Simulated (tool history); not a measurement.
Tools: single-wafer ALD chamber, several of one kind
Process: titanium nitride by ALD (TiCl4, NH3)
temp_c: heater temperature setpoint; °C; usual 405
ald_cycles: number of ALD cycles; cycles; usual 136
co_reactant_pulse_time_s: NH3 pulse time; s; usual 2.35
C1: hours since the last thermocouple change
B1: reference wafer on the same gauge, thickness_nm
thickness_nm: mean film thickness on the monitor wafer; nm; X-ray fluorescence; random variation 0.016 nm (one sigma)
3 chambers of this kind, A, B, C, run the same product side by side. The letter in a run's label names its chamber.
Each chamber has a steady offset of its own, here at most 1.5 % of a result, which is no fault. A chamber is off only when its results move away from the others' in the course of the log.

Run 1C, hour 3.4: usual settings; C1 440.3; B1 2.6516. Result: thickness_nm 3.0608 nm.
Run 2A, hour 6.8: usual settings; C1 1085.6; B1 2.6519. Result: thickness_nm 3.0223 nm.
Run 3B, hour 11.7: usual settings; C1 2289.5; B1 2.6530. Result: thickness_nm 3.0328 nm.
Run 4B, hour 17.0: usual settings; C1 2294.8; B1 2.6502. Result: thickness_nm 3.0367 nm.
Run 5C, hour 22.5: usual settings; C1 459.4; B1 2.6536. Result: thickness_nm 3.0829 nm.
Run 6A, hour 26.6: usual settings; C1 1105.4; B1 2.6479. Result: thickness_nm 3.0265 nm.
Run 7C, hour 31.2: usual settings; C1 468.1; B1 2.6509. Result: thickness_nm 3.0596 nm.
Run 8B, hour 35.3: usual settings; C1 2313.1; B1 2.6510. Result: thickness_nm 3.0273 nm.
Run 9A, hour 41.0: usual settings; C1 1119.8; B1 2.6550. Result: thickness_nm 3.0269 nm.
Run 10B, hour 43.7: usual settings but temp_c 400 °C, co_reactant_pulse_time_s 1.54 s; C1 2321.5; B1 2.6450. Result: thickness_nm 2.9978 nm.
Run 11C, hour 46.4: usual settings but temp_c 400 °C, co_reactant_pulse_time_s 1.54 s; C1 483.3; B1 2.6545. Result: thickness_nm 3.0016 nm.
Run 12A, hour 50.4: usual settings but temp_c 400 °C, co_reactant_pulse_time_s 1.54 s; C1 1129.2; B1 2.6469. Result: thickness_nm 2.9818 nm.
Run 13B, hour 53.6: usual settings; C1 2331.4; B1 2.6492. Result: thickness_nm 3.0406 nm.
Run 14C, hour 57.2: usual settings; C1 494.1; B1 2.6506. Result: thickness_nm 3.0556 nm.
Run 15A, hour 59.7: usual settings; C1 1138.5; B1 2.6531. Result: thickness_nm 3.0313 nm.
Run 16B, hour 63.8: usual settings; C1 2341.6; B1 2.6477. Result: thickness_nm 3.0293 nm.
Run 17C, hour 69.4: usual settings; C1 506.3; B1 2.6530. Result: thickness_nm 3.0746 nm.
Run 18A, hour 72.3: usual settings; C1 1151.1; B1 2.6522. Result: thickness_nm 3.0069 nm.
Run 19C, hour 75.5: usual settings; C1 512.4; B1 2.6484. Result: thickness_nm 3.0428 nm.
Run 20A, hour 78.9: usual settings; C1 1157.7; B1 2.6461. Result: thickness_nm 3.0372 nm.
Run 21B, hour 82.6: usual settings; C1 2360.4; B1 2.6511. Result: thickness_nm 3.0380 nm.
Run 22C, hour 86.7: usual settings but co_reactant_pulse_time_s 2.81 s; C1 523.6; B1 2.6463. Result: thickness_nm 3.0871 nm.
Run 23B, hour 89.8: usual settings but co_reactant_pulse_time_s 2.81 s; C1 2367.6; B1 2.6474. Result: thickness_nm 3.0680 nm.
At hour 93.5: chamber B: thermocouple changed; heater temperature recalibrated.
Run 24A, hour 95.2: usual settings but co_reactant_pulse_time_s 2.81 s; C1 1174.0; B1 2.6518. Result: thickness_nm 3.0532 nm.
Run 25C, hour 98.7: usual settings; C1 535.6; B1 2.6485. Result: thickness_nm 3.0579 nm.
Run 26A, hour 103.6: usual settings; C1 1182.4; B1 2.6503. Result: thickness_nm 3.0488 nm.
Run 27B, hour 107.2: usual settings; C1 13.8; B1 2.6509. Result: thickness_nm 3.0544 nm.
Run 28C, hour 112.7: usual settings; C1 549.6; B1 2.6498. Result: thickness_nm 3.0592 nm.
Run 29A, hour 117.2: usual settings; C1 1196.0; B1 2.6515. Result: thickness_nm 3.0246 nm.
Run 30B, hour 119.7: usual settings but temp_c 394 °C, co_reactant_pulse_time_s 1.90 s; C1 26.3; B1 2.6505. Result: thickness_nm 3.0124 nm.

Is one chamber off against the others, does the gauge drift, or is nothing wrong? If a chamber is off, say which, and what the likeliest cause is.

No chamber stands off beyond its own small offset, and the gauge holds steady.
